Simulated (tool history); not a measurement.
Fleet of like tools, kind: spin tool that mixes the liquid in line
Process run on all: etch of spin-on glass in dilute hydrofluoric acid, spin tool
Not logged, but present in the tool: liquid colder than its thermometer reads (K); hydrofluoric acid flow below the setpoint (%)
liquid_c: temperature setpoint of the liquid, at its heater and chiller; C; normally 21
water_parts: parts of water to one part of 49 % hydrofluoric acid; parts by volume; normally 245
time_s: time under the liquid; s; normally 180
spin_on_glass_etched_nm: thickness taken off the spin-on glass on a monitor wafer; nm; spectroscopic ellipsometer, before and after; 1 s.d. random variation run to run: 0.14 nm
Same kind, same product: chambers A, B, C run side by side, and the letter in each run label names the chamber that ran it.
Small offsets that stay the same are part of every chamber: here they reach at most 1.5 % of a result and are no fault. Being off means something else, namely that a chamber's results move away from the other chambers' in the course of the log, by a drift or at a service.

run   hour  liquid_c  water_parts  time_s  hours since the thermometer was replaced  hours since the hydrofluoric acid flow meter was replaced  read-back film thickness of the spin-on glass reference wafer, read on the same gauge (nm)  spin_on_glass_etched_nm
 1C    9.8        21          245     180                                     388.9                                                      201.2                                                                                         110                   23.009
 2B   20.8        21          245     180                                      67.7                                                        733                                                                                      109.98                   23.038
 3A   30.7        21          245     180                                    1591.3                                                      720.7                                                                                      110.01                   23.328
 4A   40.6        21          245     180                                    1601.2                                                      730.6                                                                                      109.98                   23.507
 5B   53.2        21          245     180                                     100.1                                                      765.4                                                                                      110.02                   23.149
 6C   64.5        21          245     180                                     443.6                                                      255.9                                                                                      110.01                   23.051
 7B   77.2        21          245     180                                     124.1                                                      789.4                                                                                      110.02                   22.886
 8C   87.3        21          165     135                                     466.4                                                      278.7                                                                                      110.01                   27.974
 9A   95.4        21          165     135                                      1656                                                      785.4                                                                                      109.98                   27.807
10C  107.2        21          165     135                                     486.3                                                      298.6                                                                                      109.99                   27.828
11B  118.6        24          245     120                                     165.5                                                      830.8                                                                                      109.98                   17.141
12A  130.2        24          245     120                                    1690.8                                                      820.2                                                                                         110                   17.257
13B  136.3        24          245     120                                     183.2                                                      848.5                                                                                      110.01                   17.119
14C  142.6        21          245     180                                     521.7                                                        334                                                                                      109.97                   23.086
15A  151.8        21          245     180                                    1712.4                                                      841.8                                                                                      109.97                    22.95
16B  161.6        21          245     180                                     208.5                                                      873.8                                                                                      109.98                   23.263
17C  174.1        21          245     180                                     553.2                                                      365.5                                                                                      109.99                   22.911
18A  185.6        21          245     180                                    1746.2                                                      875.6                                                                                         110                   23.037
19A  193.7        21          245     180                                    1754.3                                                      883.7                                                                                      109.98                   22.947
20C  200.2        21          245     180                                     579.3                                                      391.6                                                                                         110                   23.055
21B  208.7        21          245     180                                     255.6                                                      920.9                                                                                         110                   23.249
22C    216        21          245     180                                     595.1                                                      407.4                                                                                      109.97                   23.033
23A  225.5        21          245     180                                    1786.1                                                      915.5                                                                                      109.98                   23.025
24B  232.5        21          245     180                                     279.4                                                      944.7                                                                                      109.97                   23.038
25B  240.7        21          245     180                                     287.6                                                      952.9                                                                                      110.02                   23.218
26C  247.7        21          245     180                                     626.8                                                      439.1                                                                                      110.04                    22.96
27A  257.3        21          245     180                                    1817.9                                                      947.3                                                                                      109.99                   22.736
28C  264.1        21          245     180                                     643.2                                                      455.5                                                                                         110                   22.974
29B  270.3        21          245     180                                     317.2                                                      982.5                                                                                         110                   22.817
30A  280.7        21          245     180                                    1841.3                                                      970.7                                                                                         110                   22.352
31A  289.8        21          245     180                                    1850.4                                                      979.8                                                                                         110                   22.545
32B  301.1        21          245     180                                       348                                                     1013.3                                                                                      109.99                   23.231
33C  312.1        21          245     180                                     691.2                                                      503.5                                                                                      109.99                   22.812
34A  322.8      18.5          155     180                                    1883.4                                                     1012.8                                                                                      110.02                   35.407
35C  330.9      18.5          155     180                                       710                                                      522.3                                                                                      110.03                   36.233
36B  339.2      18.5          155     180                                     386.1                                                     1051.4                                                                                      109.99                   35.925
37B    345        21          245     180                                     391.9                                                     1057.2                                                                                      110.02                   23.077
38A    355        21          245     180                                    1915.6                                                       1045                                                                                      110.01                   22.312
39C  363.8        21          245     180                                     742.9                                                      555.2                                                                                      110.01                   22.966
40A  371.1        21          245     180                                    1931.7                                                     1061.1                                                                                      109.99                   22.087
41C    377        21          245     180                                     756.1                                                      568.4                                                                                      110.01                   22.921
42B  387.5        21          245     180                                     434.4                                                     1099.7                                                                                      109.97                   22.928
43B  397.4        21          245     180                                     444.3                                                     1109.6                                                                                         110                   23.084
44A  405.8        21          245     180                                    1966.4                                                     1095.8                                                                                      109.99                    22.03

All 3 chambers run these settings next. Forecast each chamber's results:
45A  414.9        21          245     180                                                                                                                                                                                                                         ?
45B  414.9        21          245     180                                                                                                                                                                                                                         ?
45C  414.9        21          245     180                                                                                                                                                                                                                         ?

run  spin_on_glass_etched_nm
45A                   22.163
45B                    23.07
45C                   22.951

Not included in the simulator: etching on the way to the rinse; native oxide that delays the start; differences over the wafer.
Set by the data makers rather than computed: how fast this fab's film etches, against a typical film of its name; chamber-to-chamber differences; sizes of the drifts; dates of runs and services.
